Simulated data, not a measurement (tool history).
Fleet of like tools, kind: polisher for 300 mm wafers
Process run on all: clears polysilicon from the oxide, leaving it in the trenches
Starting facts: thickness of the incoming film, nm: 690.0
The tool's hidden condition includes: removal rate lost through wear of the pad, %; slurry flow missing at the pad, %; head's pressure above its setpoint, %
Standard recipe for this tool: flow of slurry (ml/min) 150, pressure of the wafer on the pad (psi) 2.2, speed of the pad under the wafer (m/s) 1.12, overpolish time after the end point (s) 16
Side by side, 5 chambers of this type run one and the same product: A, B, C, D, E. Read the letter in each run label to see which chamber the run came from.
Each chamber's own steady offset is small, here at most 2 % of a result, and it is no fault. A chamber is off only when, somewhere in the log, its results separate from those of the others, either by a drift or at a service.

| run | hour | flow of slurry (ml/min) | pressure of the wafer on the pad (psi) | speed of the pad under the wafer (m/s) | overpolish time after the end point (s) | wafers polished on this pad | hours since the slurry nozzle was cleaned | hours since the head pressure was calibrated | time until the end point was called (s) | dishing of a wide line in a test structure (Å) |
|---|---|---|---|---|---|---|---|---|---|---|
| 1D | 8 | 150 | 2.2 | 1.12 | 16 | 727 | 47.8 | 865.8 | 55.024 | 404.76 |
| 2B | 15.3 | 150 | 2.2 | 1.12 | 16 | 207 | 508.3 | 137.4 | 56.392 | 406.4 |
|  | 23.5 | chamber A: worn pad replaced by a new one |
|  | 24.4 | chamber C: worn pad replaced by a new one |
|  | 25.6 | chamber D: worn pad replaced by a new one |
| 3C | 26.9 | 150 | 2.2 | 1.12 | 16 | 19 | 109.6 | 382.6 | 55.44 | 410.72 |
| 4A | 38 | 150 | 2.2 | 1.12 | 16 | 112 | 117.4 | 735.2 | 55.684 | 417.75 |
| 5E | 52.8 | 150 | 2.2 | 1.12 | 16 | 454 | 401.3 | 243.4 | 53.667 | 415.75 |
| 6E | 60.2 | 150 | 2.2 | 1.12 | 16 | 511 | 408.7 | 250.8 | 56.885 | 417.95 |
| 7A | 69 | 150 | 2.2 | 1.12 | 16 | 350 | 148.4 | 766.2 | 54.368 | 420.54 |
|  | 78.1 | chamber E: worn pad replaced by a new one |
| 8C | 80.6 | 150 | 2.2 | 1.12 | 16 | 431 | 163.3 | 436.3 | 52.339 | 390.69 |
| 9D | 91.5 | 150 | 2.2 | 1.12 | 16 | 506 | 131.3 | 949.3 | 53.849 | 407.61 |
|  | 95.7 | chamber A: head pressure recalibrated |
| 10B | 98.9 | 150 | 2.2 | 1.12 | 16 | 849 | 591.9 | 221 | 56.976 | 407.01 |
|  | 105.4 | chamber A: worn pad replaced by a new one |
|  | 107.1 | chamber C: head pressure recalibrated |
| 11B | 108.4 | 150 | 2.2 | 1.12 | 16 | 922 | 601.4 | 230.5 | 56.121 | 403.62 |
|  | 114.6 | chamber C: worn pad replaced by a new one |
| 12E | 119 | 150 | 2.2 | 1.12 | 16 | 314 | 467.5 | 309.6 | 55.199 | 406.64 |
| 13D | 127.9 | 150 | 2.2 | 1.12 | 16 | 785 | 167.7 | 985.7 | 54.216 | 419.49 |
|  | 134.2 | chamber D: head pressure recalibrated |
|  | 134.6 | chamber D: worn pad replaced by a new one |
| 14C | 139.5 | 150 | 2.2 | 1.12 | 16 | 191 | 222.2 | 32.4 | 57.028 | 400.69 |
|  | 148.6 | chamber E: worn pad replaced by a new one |
| 15A | 154.9 | 130 | 2.2 | 1.12 | 9 | 380 | 234.3 | 59.2 | 55.383 | 378.24 |
| 16C | 163.8 | 130 | 2.2 | 1.12 | 9 | 378 | 246.5 | 56.7 | 55.961 | 381.03 |
| 17E | 177 | 130 | 2.2 | 1.12 | 9 | 218 | 525.5 | 367.6 | 56.624 | 387.21 |
|  | 180.6 | chamber A: worn pad replaced by a new one |
| 18D | 191.6 | 130 | 2.2 | 1.12 | 9 | 437 | 231.4 | 57.5 | 56.435 | 375.74 |
|  | 201 | chamber B: worn pad replaced by a new one |
| 19B | 203.9 | 130 | 2.2 | 1.12 | 9 | 22 | 696.9 | 326 | 59.946 | 384.58 |
|  | 214.1 | chamber C: worn pad replaced by a new one |
| 20A | 214.4 | 150 | 2.2 | 1.12 | 16 | 259 | 293.8 | 118.7 | 52.485 | 401.96 |
|  | 218.3 | chamber A: slurry nozzle cleaned |
| 21C | 226 | 150 | 1.5 | 1.12 | 9 | 91 | 308.7 | 118.9 | 78.796 | 347 |
| 22A | 237.4 | 150 | 1.5 | 1.12 | 9 | 436 | 19.2 | 141.7 | 81.173 | 345.43 |
|  | 237.5 | chamber E: worn pad replaced by a new one |
|  | 239.5 | chamber D: worn pad replaced by a new one |
| 23E | 251.1 | 150 | 1.5 | 1.12 | 9 | 104 | 599.6 | 441.7 | 80.68 | 353.49 |
| 24B | 264.9 | 150 | 1.5 | 1.12 | 9 | 490 | 757.9 | 387 | 82.485 | 333.83 |
|  | 269.9 | chamber A: worn pad replaced by a new one |
| 25D | 273.4 | 150 | 1.5 | 1.12 | 9 | 260 | 313.2 | 139.3 | 78.229 | 349.21 |
| 26A | 282 | 150 | 2.2 | 1.12 | 16 | 93 | 63.8 | 186.3 | 54.862 | 401.85 |
| 27B | 293.6 | 150 | 2.2 | 1.12 | 16 | 710 | 786.6 | 415.7 | 54.769 | 408.91 |
| 28E | 304.1 | 150 | 2.2 | 1.12 | 16 | 511 | 652.6 | 494.7 | 57.069 | 419.66 |
|  | 308.3 | chamber C: worn pad replaced by a new one |
|  | 308.7 | chamber E: worn pad replaced by a new one |
| 29D | 314.4 | 150 | 2.2 | 1.12 | 16 | 575 | 354.2 | 180.3 | 55.428 | 414.13 |
|  | 321.4 | chamber B: slurry nozzle cleaned |
| 30C | 328 | 150 | 2.8 | 1.12 | 16 | 151 | 410.7 | 220.9 | 43.601 | 403.19 |
|  | 337 | chamber A: worn pad replaced by a new one |
| 31D | 337.6 | 150 | 2.8 | 1.12 | 16 | 753 | 377.4 | 203.5 | 42.835 | 414.49 |
|  | 350.5 | chamber E: slurry nozzle cleaned |
| 32B | 352.8 | 150 | 2.8 | 1.12 | 16 | 1165 | 31.4 | 474.9 | 43.924 | 400.89 |
| 33E | 367.8 | 150 | 2.8 | 1.12 | 16 | 454 | 17.3 | 558.4 | 44.417 | 414.71 |
| 34A | 380.1 | 150 | 2.8 | 1.12 | 16 | 331 | 161.9 | 284.4 | 43.468 | 408.82 |

Is one chamber out of step, is the gauge drifting, or do the chambers differ by no more than their own small offsets? For an off chamber, give its letter and the likeliest cause.

All chambers stay in line apart from their small fixed offsets, and the gauge does not drift.
